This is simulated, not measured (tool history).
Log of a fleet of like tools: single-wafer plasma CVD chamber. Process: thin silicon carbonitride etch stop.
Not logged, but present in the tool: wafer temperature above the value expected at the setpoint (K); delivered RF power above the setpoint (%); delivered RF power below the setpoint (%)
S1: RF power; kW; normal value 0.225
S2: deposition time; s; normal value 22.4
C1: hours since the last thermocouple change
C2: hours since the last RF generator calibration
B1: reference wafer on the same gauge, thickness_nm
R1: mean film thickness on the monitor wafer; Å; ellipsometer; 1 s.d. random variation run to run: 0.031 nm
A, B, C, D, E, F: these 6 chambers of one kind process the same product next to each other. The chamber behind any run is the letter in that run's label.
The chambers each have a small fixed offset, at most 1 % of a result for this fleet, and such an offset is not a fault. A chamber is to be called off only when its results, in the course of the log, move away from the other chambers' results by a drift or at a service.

Run 1F, hour 4: usual settings; C1 1044.1; C2 1011.4; B1 13.9. Result: R1 131.42 Å.
Run 2E, hour 11.8: usual settings; C1 554.8; C2 1219; B1 13.888. Result: R1 132.79 Å.
Run 3D, hour 15.6: usual settings; C1 390.7; C2 1356.9; B1 13.899. Result: R1 132.02 Å.
Run 4C, hour 22.6: usual settings; C1 831; C2 630.3; B1 13.9. Result: R1 131.13 Å.
Run 5A, hour 26.6: usual settings; C1 1752.7; C2 312.6; B1 13.896. Result: R1 130.97 Å.
Run 6B, hour 31.8: usual settings but S1 0.25 kW, S2 25.1 s; C1 1475.6; C2 506.5; B1 13.889. Result: R1 152.46 Å.
Run 7B, hour 38.7: usual settings but S1 0.25 kW, S2 25.1 s; C1 1482.5; C2 513.4; B1 13.894. Result: R1 152.59 Å.
Run 8C, hour 46.8: usual settings but S1 0.25 kW, S2 25.1 s; C1 855.2; C2 654.5; B1 13.913. Result: R1 152.7 Å.
Run 9E, hour 52.3: usual settings but S1 0.25 kW, S2 25.1 s; C1 595.3; C2 1259.5; B1 13.902. Result: R1 153.95 Å.
Run 10D, hour 60.3: usual settings but S1 0.25 kW, S2 25.1 s; C1 435.4; C2 1401.6; B1 13.903. Result: R1 153.36 Å.
Run 11A, hour 68: usual settings but S1 0.25 kW, S2 25.1 s; C1 1794.1; C2 354; B1 13.908. Result: R1 151.82 Å.
At hour 68.1: chamber F: RF generator calibrated.
Run 12F, hour 75.5: usual settings; C1 1115.6; C2 7.4; B1 13.896. Result: R1 131.57 Å.
At hour 82.2: chamber A: thermocouple changed; heater temperature recalibrated.
Run 13A, hour 82.8: usual settings; C1 0.7; C2 368.8; B1 13.901. Result: R1 131.83 Å.
Run 14E, hour 90.6: usual settings but S1 0.205 kW; C1 633.6; C2 1297.8; B1 13.902. Result: R1 129.47 Å.
Run 15D, hour 94.8: usual settings but S1 0.205 kW; C1 469.9; C2 1436.1; B1 13.894. Result: R1 128.61 Å.
Run 16C, hour 99.9: usual settings but S1 0.205 kW; C1 908.3; C2 707.6; B1 13.902. Result: R1 127.36 Å.
Run 17F, hour 107.3: usual settings but S1 0.205 kW; C1 1147.4; C2 39.2; B1 13.895. Result: R1 127.74 Å.
Run 18B, hour 112: usual settings but S1 0.205 kW; C1 1555.8; C2 586.7; B1 13.895. Result: R1 128.63 Å.
Run 19D, hour 120.3: usual settings but S1 0.205 kW; C1 495.4; C2 1461.6; B1 13.909. Result: R1 128.84 Å.
Run 20C, hour 124.4: usual settings; C1 932.8; C2 732.1; B1 13.894. Result: R1 130.68 Å.
Run 21E, hour 128.2: usual settings; C1 671.2; C2 1335.4; B1 13.892. Result: R1 132.91 Å.
Run 22F, hour 132.2: usual settings; C1 1172.3; C2 64.1; B1 13.895. Result: R1 131.57 Å.
Run 23A, hour 139.7: usual settings; C1 57.6; C2 425.7; B1 13.892. Result: R1 131.77 Å.
Run 24B, hour 143.6: usual settings; C1 1587.4; C2 618.3; B1 13.894. Result: R1 131.98 Å.
Run 25D, hour 148.3: usual settings; C1 523.4; C2 1489.6; B1 13.903. Result: R1 132.36 Å.
Run 26F, hour 153.2: usual settings but S1 0.205 kW, S2 19.3 s; C1 1193.3; C2 85.1; B1 13.893. Result: R1 110.46 Å.
Run 27E, hour 161.1: usual settings but S1 0.205 kW, S2 19.3 s; C1 704.1; C2 1368.3; B1 13.906. Result: R1 111.26 Å.
Run 28B, hour 165: usual settings but S1 0.205 kW, S2 19.3 s; C1 1608.8; C2 639.7; B1 13.898. Result: R1 110.95 Å.
Run 29C, hour 169: usual settings but S1 0.205 kW, S2 19.3 s; C1 977.4; C2 776.7; B1 13.891. Result: R1 108.7 Å.
Run 30A, hour 175.7: usual settings but S1 0.205 kW, S2 19.3 s; C1 93.6; C2 461.7; B1 13.901. Result: R1 109.71 Å.
Run 31F, hour 179.3: usual settings but S1 0.205 kW, S2 19.3 s; C1 1219.4; C2 111.2; B1 13.897. Result: R1 110.04 Å.
Run 32E, hour 183.2: usual settings; C1 726.2; C2 1390.4; B1 13.893. Result: R1 133.42 Å.
Run 33D, hour 187.5: usual settings; C1 562.6; C2 1528.8; B1 13.905. Result: R1 132.04 Å.
Run 34C, hour 193.8: usual settings; C1 1002.2; C2 801.5; B1 13.894. Result: R1 129.39 Å.
Run 35A, hour 201.5: usual settings; C1 119.4; C2 487.5; B1 13.892. Result: R1 131.38 Å.
Run 36B, hour 208.8: usual settings; C1 1652.6; C2 683.5; B1 13.907. Result: R1 132.72 Å.
Run 37E, hour 212.5: usual settings but S1 0.24 kW; C1 755.5; C2 1419.7; B1 13.901. Result: R1 135.37 Å.
Run 38D, hour 216.7: usual settings but S1 0.24 kW; C1 591.8; C2 1558; B1 13.899. Result: R1 134.7 Å.
Run 39F, hour 224.6: usual settings but S1 0.24 kW; C1 1264.7; C2 156.5; B1 13.899. Result: R1 134.41 Å.

All chambers now run identical settings, listed one chamber a line with results as question marks. What results will each chamber show?
Run 40A, hour 230.6: usual settings but S2 18.5 s. Result: R1 ?.
Run 40B, hour 230.6: usual settings but S2 18.5 s. Result: R1 ?.
Run 40C, hour 230.6: usual settings but S2 18.5 s. Result: R1 ?.
Run 40D, hour 230.6: usual settings but S2 18.5 s. Result: R1 ?.
Run 40E, hour 230.6: usual settings but S2 18.5 s. Result: R1 ?.
Run 40F, hour 230.6: usual settings but S2 18.5 s. Result: R1 ?.

run      R1
40A  108.33
40B  109.05
40C  105.85
40D  109.21
40E  109.54
40F  109.07
